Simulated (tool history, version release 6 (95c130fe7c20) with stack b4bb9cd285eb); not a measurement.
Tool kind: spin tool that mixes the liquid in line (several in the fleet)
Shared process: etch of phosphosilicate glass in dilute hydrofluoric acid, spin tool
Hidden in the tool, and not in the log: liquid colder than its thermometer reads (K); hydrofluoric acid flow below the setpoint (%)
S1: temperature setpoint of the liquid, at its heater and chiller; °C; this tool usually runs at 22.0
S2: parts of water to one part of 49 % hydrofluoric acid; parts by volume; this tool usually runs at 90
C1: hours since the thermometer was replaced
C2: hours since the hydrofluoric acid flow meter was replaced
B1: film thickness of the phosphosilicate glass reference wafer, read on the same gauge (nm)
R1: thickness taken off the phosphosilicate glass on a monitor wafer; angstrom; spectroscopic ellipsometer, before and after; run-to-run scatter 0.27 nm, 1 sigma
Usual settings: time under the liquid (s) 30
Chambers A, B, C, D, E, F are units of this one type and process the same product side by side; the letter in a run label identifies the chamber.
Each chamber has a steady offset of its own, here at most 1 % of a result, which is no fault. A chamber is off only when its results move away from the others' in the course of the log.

Run 1C, hour 13.5: usual settings; C1 576.8; C2 95.5; B1 80.039. Result: R1 433.21 angstrom.
Run 2B, hour 27.1: usual settings; C1 968.4; C2 44.3; B1 80.022. Result: R1 432.18 angstrom.
At hour 30.0: chamber D: thermometer replaced.
Run 3D, hour 41.3: usual settings; C1 11.4; C2 352.2; B1 80.023. Result: R1 425.92 angstrom.
Run 4A, hour 54.5: usual settings; C1 393.0; C2 1880.0; B1 79.970. Result: R1 430.61 angstrom.
Run 5F, hour 69.7: usual settings; C1 1000.1; C2 2294.9; B1 80.001. Result: R1 437.82 angstrom.
Run 6E, hour 80.7: usual settings; C1 1457.0; C2 957.0; B1 80.000. Result: R1 435.63 angstrom.
Run 7B, hour 87.8: usual settings; C1 1029.1; C2 105.0; B1 79.955. Result: R1 425.87 angstrom.
Run 8F, hour 96.7: usual settings; C1 1027.1; C2 2321.9; B1 79.988. Result: R1 427.14 angstrom.
Run 9C, hour 112.3: usual settings; C1 675.6; C2 194.3; B1 79.984. Result: R1 437.44 angstrom.
Run 10E, hour 122.9: usual settings but S1 17.5 °C, time under the liquid (s) 35; C1 1499.2; C2 999.2; B1 79.978. Result: R1 418.83 angstrom.
Run 11A, hour 138.3: usual settings but S1 17.5 °C, time under the liquid (s) 35; C1 476.8; C2 1963.8; B1 79.968. Result: R1 413.76 angstrom.
At hour 140.9: chamber F: hydrofluoric acid flow meter replaced.
Run 12D, hour 153.0: usual settings but S1 17.5 °C, time under the liquid (s) 35; C1 123.1; C2 463.9; B1 79.970. Result: R1 405.74 angstrom.
Run 13A, hour 161.1: usual settings but S1 17.5 °C, time under the liquid (s) 35; C1 499.6; C2 1986.6; B1 80.032. Result: R1 419.25 angstrom.
Run 14F, hour 169.4: usual settings but S1 17.5 °C, time under the liquid (s) 35; C1 1099.8; C2 28.5; B1 79.991. Result: R1 419.03 angstrom.
Run 15B, hour 185.7: usual settings but S1 17.5 °C, time under the liquid (s) 35; C1 1127.0; C2 202.9; B1 80.006. Result: R1 418.64 angstrom.
Run 16D, hour 197.0: usual settings; C1 167.1; C2 507.9; B1 79.954. Result: R1 416.63 angstrom.
Run 17C, hour 209.1: usual settings; C1 772.4; C2 291.1; B1 79.989. Result: R1 431.37 angstrom.
Run 18E, hour 221.3: usual settings; C1 1597.6; C2 1097.6; B1 80.001. Result: R1 439.18 angstrom.
Run 19E, hour 235.9: usual settings; C1 1612.2; C2 1112.2; B1 80.040. Result: R1 433.98 angstrom.
Run 20B, hour 244.3: usual settings but S1 24.0 °C, S2 125 parts by volume; C1 1185.6; C2 261.5; B1 80.022. Result: R1 319.68 angstrom.
At hour 246.2: chamber B: thermometer replaced.
At hour 252.2: chamber E: hydrofluoric acid flow meter replaced.
Run 21D, hour 257.6: usual settings but S1 24.0 °C, S2 125 parts by volume; C1 227.7; C2 568.5; B1 79.991. Result: R1 313.00 angstrom.
At hour 261.0: chamber A: hydrofluoric acid flow meter replaced.
Run 22C, hour 269.7: usual settings but S1 24.0 °C, S2 125 parts by volume; C1 833.0; C2 351.7; B1 79.992. Result: R1 322.11 angstrom.
Run 23A, hour 278.2: usual settings but S1 24.0 °C, S2 125 parts by volume; C1 616.7; C2 17.2; B1 80.001. Result: R1 320.38 angstrom.
Run 24F, hour 288.3: usual settings but S1 24.0 °C, S2 125 parts by volume; C1 1218.7; C2 147.4; B1 79.999. Result: R1 320.60 angstrom.
Run 25E, hour 304.5: usual settings but S1 24.0 °C, S2 125 parts by volume; C1 1680.8; C2 52.4; B1 80.013. Result: R1 325.39 angstrom.
Run 26A, hour 315.1: usual settings; C1 653.6; C2 54.1; B1 79.971. Result: R1 432.36 angstrom.
Run 27C, hour 328.2: usual settings; C1 891.5; C2 410.2; B1 79.982. Result: R1 432.90 angstrom.
Run 28F, hour 340.8: usual settings; C1 1271.2; C2 199.9; B1 79.998. Result: R1 429.16 angstrom.
Run 29D, hour 357.1: usual settings; C1 327.2; C2 668.0; B1 80.007. Result: R1 411.69 angstrom.
Run 30B, hour 373.2: usual settings; C1 127.0; C2 390.4; B1 80.002. Result: R1 435.86 angstrom.
Run 31A, hour 388.7: usual settings; C1 727.2; C2 127.7; B1 80.004. Result: R1 435.06 angstrom.
Run 32C, hour 396.8: usual settings but S1 24.0 °C, S2 110 parts by volume; C1 960.1; C2 478.8; B1 79.997. Result: R1 377.53 angstrom.
Run 33B, hour 411.0: usual settings but S1 24.0 °C, S2 110 parts by volume; C1 164.8; C2 428.2; B1 79.980. Result: R1 376.32 angstrom.
Run 34D, hour 420.0: usual settings but S1 24.0 °C, S2 110 parts by volume; C1 390.1; C2 730.9; B1 80.010. Result: R1 357.25 angstrom.
Run 35F, hour 429.6: usual settings but S1 24.0 °C, S2 110 parts by volume; C1 1360.0; C2 288.7; B1 79.941. Result: R1 370.26 angstrom.
Run 36E, hour 436.7: usual settings but S1 24.0 °C, S2 110 parts by volume; C1 1813.0; C2 184.6; B1 80.028. Result: R1 376.37 angstrom.
Run 37E, hour 445.4: usual settings but S1 24.0 °C, S2 110 parts by volume; C1 1821.7; C2 193.3; B1 80.021. Result: R1 374.00 angstrom.
Run 38D, hour 453.3: usual settings; C1 423.4; C2 764.2; B1 80.015. Result: R1 408.23 angstrom.
Run 39F, hour 466.6: usual settings but time under the liquid (s) 45; C1 1397.0; C2 325.7; B1 79.996. Result: R1 641.45 angstrom.
Run 40C, hour 482.0: usual settings but time under the liquid (s) 45; C1 1045.3; C2 564.0; B1 80.022. Result: R1 646.27 angstrom.

For the next run the whole fleet of 6 chambers uses the same settings. Give each chamber's results:
Run 41A, hour 493.7: usual settings. Result: R1 ?.
Run 41B, hour 493.7: usual settings. Result: R1 ?.
Run 41C, hour 493.7: usual settings. Result: R1 ?.
Run 41D, hour 493.7: usual settings. Result: R1 ?.
Run 41E, hour 493.7: usual settings. Result: R1 ?.
Run 41F, hour 493.7: usual settings. Result: R1 ?.

run      R1
41A  430.19
41B  430.57
41C  431.94
41D  410.91
41E  433.41
41F  427.71
